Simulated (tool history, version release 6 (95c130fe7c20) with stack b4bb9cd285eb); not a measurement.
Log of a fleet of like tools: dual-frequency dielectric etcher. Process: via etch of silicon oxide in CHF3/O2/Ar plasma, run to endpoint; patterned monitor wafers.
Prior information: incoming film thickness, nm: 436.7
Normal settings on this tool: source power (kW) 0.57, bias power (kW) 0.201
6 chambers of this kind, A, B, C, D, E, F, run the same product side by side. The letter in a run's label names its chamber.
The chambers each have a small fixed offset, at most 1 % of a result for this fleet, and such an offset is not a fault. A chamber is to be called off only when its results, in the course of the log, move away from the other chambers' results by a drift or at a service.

| run | day | source power (kW) | bias power (kW) | hours since the last wet clean | hours since the last source power generator calibration | hours since the last bias power generator calibration | endpoint time (s) |
|---|---|---|---|---|---|---|---|
|  | 0.308 | chamber D: wet clean of the chamber |
| 1A | 0.588 | 0.57 | 0.201 | 272.5 | 513.8 | 293.1 | 219.88 |
| 2C | 1.221 | 0.57 | 0.201 | 103.2 | 2116.1 | 230.6 | 216.94 |
|  | 1.529 | chamber E: wet clean of the chamber |
| 3B | 1.612 | 0.57 | 0.201 | 437.6 | 280.4 | 3267.5 | 217.61 |
|  | 1.646 | chamber B: wet clean of the chamber |
| 4D | 2.171 | 0.57 | 0.201 | 44.7 | 3234.8 | 2518.8 | 215.18 |
| 5E | 2.517 | 0.62 | 0.201 | 23.8 | 2299.7 | 2056 | 210.53 |
| 6F | 2.892 | 0.62 | 0.201 | 241.1 | 3179.5 | 1502.5 | 213.16 |
| 7C | 3.167 | 0.62 | 0.201 | 149.9 | 2162.8 | 277.3 | 211.49 |
| 8E | 3.471 | 0.62 | 0.201 | 46.7 | 2322.6 | 2078.9 | 211.34 |
| 9D | 4.1 | 0.62 | 0.201 | 91 | 3281.1 | 2565.1 | 208.94 |
| 10B | 4.475 | 0.62 | 0.201 | 67.9 | 349.1 | 3336.2 | 210.8 |
| 11F | 4.988 | 0.57 | 0.201 | 291.4 | 3229.8 | 1552.8 | 218.07 |
| 12A | 5.583 | 0.57 | 0.201 | 392.4 | 633.7 | 413 | 223.24 |
| 13D | 6.088 | 0.49 | 0.154 | 138.7 | 3328.8 | 2612.8 | 249.23 |
| 14E | 6.667 | 0.49 | 0.154 | 123.4 | 2399.3 | 2155.6 | 252.33 |
| 15A | 7.079 | 0.49 | 0.154 | 428.3 | 669.6 | 448.9 | 254.25 |
| 16C | 7.438 | 0.49 | 0.154 | 252.4 | 2265.3 | 379.8 | 250.94 |
| 17B | 7.883 | 0.49 | 0.154 | 149.7 | 430.9 | 3418 | 252.56 |
| 18F | 8.233 | 0.49 | 0.154 | 369.3 | 3307.7 | 1630.7 | 252.66 |
| 19E | 8.567 | 0.57 | 0.201 | 169 | 2444.9 | 2201.2 | 219.47 |
|  | 8.662 | chamber A: wet clean of the chamber |
| 20F | 8.904 | 0.57 | 0.201 | 385.4 | 3323.8 | 1646.8 | 216.39 |
|  | 8.95 | chamber B: bias power generator calibrated |
| 21D | 9.233 | 0.57 | 0.201 | 214.2 | 3404.3 | 2688.3 | 217.15 |
| 22B | 9.679 | 0.57 | 0.201 | 192.8 | 474 | 17.5 | 216.35 |
| 23C | 9.996 | 0.57 | 0.201 | 313.8 | 2326.7 | 441.2 | 220.54 |
| 24A | 10.346 | 0.57 | 0.201 | 40.5 | 748 | 527.3 | 216.47 |
| 25E | 10.821 | 0.57 | 0.201 | 223.1 | 2499 | 2255.3 | 219.58 |
| 26B | 11.196 | 0.57 | 0.157 | 229.2 | 510.4 | 53.9 | 238 |
| 27C | 11.638 | 0.57 | 0.157 | 353.2 | 2366.1 | 480.6 | 239.2 |
| 28D | 12.183 | 0.57 | 0.157 | 285 | 3475.1 | 2759.1 | 235.72 |
| 29F | 12.788 | 0.57 | 0.157 | 478.6 | 3417 | 1740 | 233.33 |
| 30A | 13.146 | 0.57 | 0.157 | 107.7 | 815.2 | 594.5 | 238.83 |
| 31C | 13.771 | 0.57 | 0.157 | 404.4 | 2417.3 | 531.8 | 239.26 |
|  | 14.154 | chamber C: wet clean of the chamber |
| 32B | 14.25 | 0.57 | 0.201 | 302.5 | 583.7 | 127.2 | 217.78 |
| 33E | 14.883 | 0.57 | 0.201 | 320.6 | 2596.5 | 2352.8 | 219 |
| 34F | 15.521 | 0.57 | 0.201 | 544.2 | 3482.6 | 1805.6 | 212.41 |
| 35D | 15.829 | 0.57 | 0.201 | 372.5 | 3562.6 | 2846.6 | 217.09 |
| 36A | 16.421 | 0.57 | 0.201 | 186.3 | 893.8 | 673.1 | 218.64 |
| 37F | 16.817 | 0.57 | 0.201 | 575.3 | 3513.7 | 1836.7 | 213.59 |
| 38C | 17.275 | 0.63 | 0.177 | 75 | 2501.4 | 615.9 | 219.24 |
| 39D | 17.904 | 0.63 | 0.177 | 422.3 | 3612.4 | 2896.4 | 217.47 |

Read the log: is a single chamber off, either drifting away or since a service, is the gauge that measures every chamber drifting, or is nothing wrong beyond small per-chamber offsets? Name any odd chamber and what most likely caused it.

One chamber, F, drifts off from the rest bit by bit.
Cause: etch rate over this chamber's usual, % = 3.74.

Which of the 4 candidates below, each the usual settings with something changed and its results left as question marks, puts chamber F back in line with what the other chambers give on the usual settings?
In-line tolerance around the mean of the other chambers on the usual settings: endpoint time (s) 4.8
| 40F-1 | 18.362 | 0.54 | 0.191 |  |  |  | ? |
| 40F-2 | 18.362 | 0.51 | 0.181 |  |  |  | ? |
| 40F-3 | 18.362 | 0.6 | 0.211 |  |  |  | ? |
| 40F-4 | 18.362 | 0.7 | 0.201 |  |  |  | ? |

Mean of the other chambers on the usual settings: endpoint time (s) 217.93
| run | endpoint time (s) |
|---|---|
| 40F-1 | 217.79 |
| 40F-2 | 226.65 |
| 40F-3 | 202.28 |
| 40F-4 | 193.99 |
Change 40F-1 lands the chamber within the allowed miss of the other chambers.

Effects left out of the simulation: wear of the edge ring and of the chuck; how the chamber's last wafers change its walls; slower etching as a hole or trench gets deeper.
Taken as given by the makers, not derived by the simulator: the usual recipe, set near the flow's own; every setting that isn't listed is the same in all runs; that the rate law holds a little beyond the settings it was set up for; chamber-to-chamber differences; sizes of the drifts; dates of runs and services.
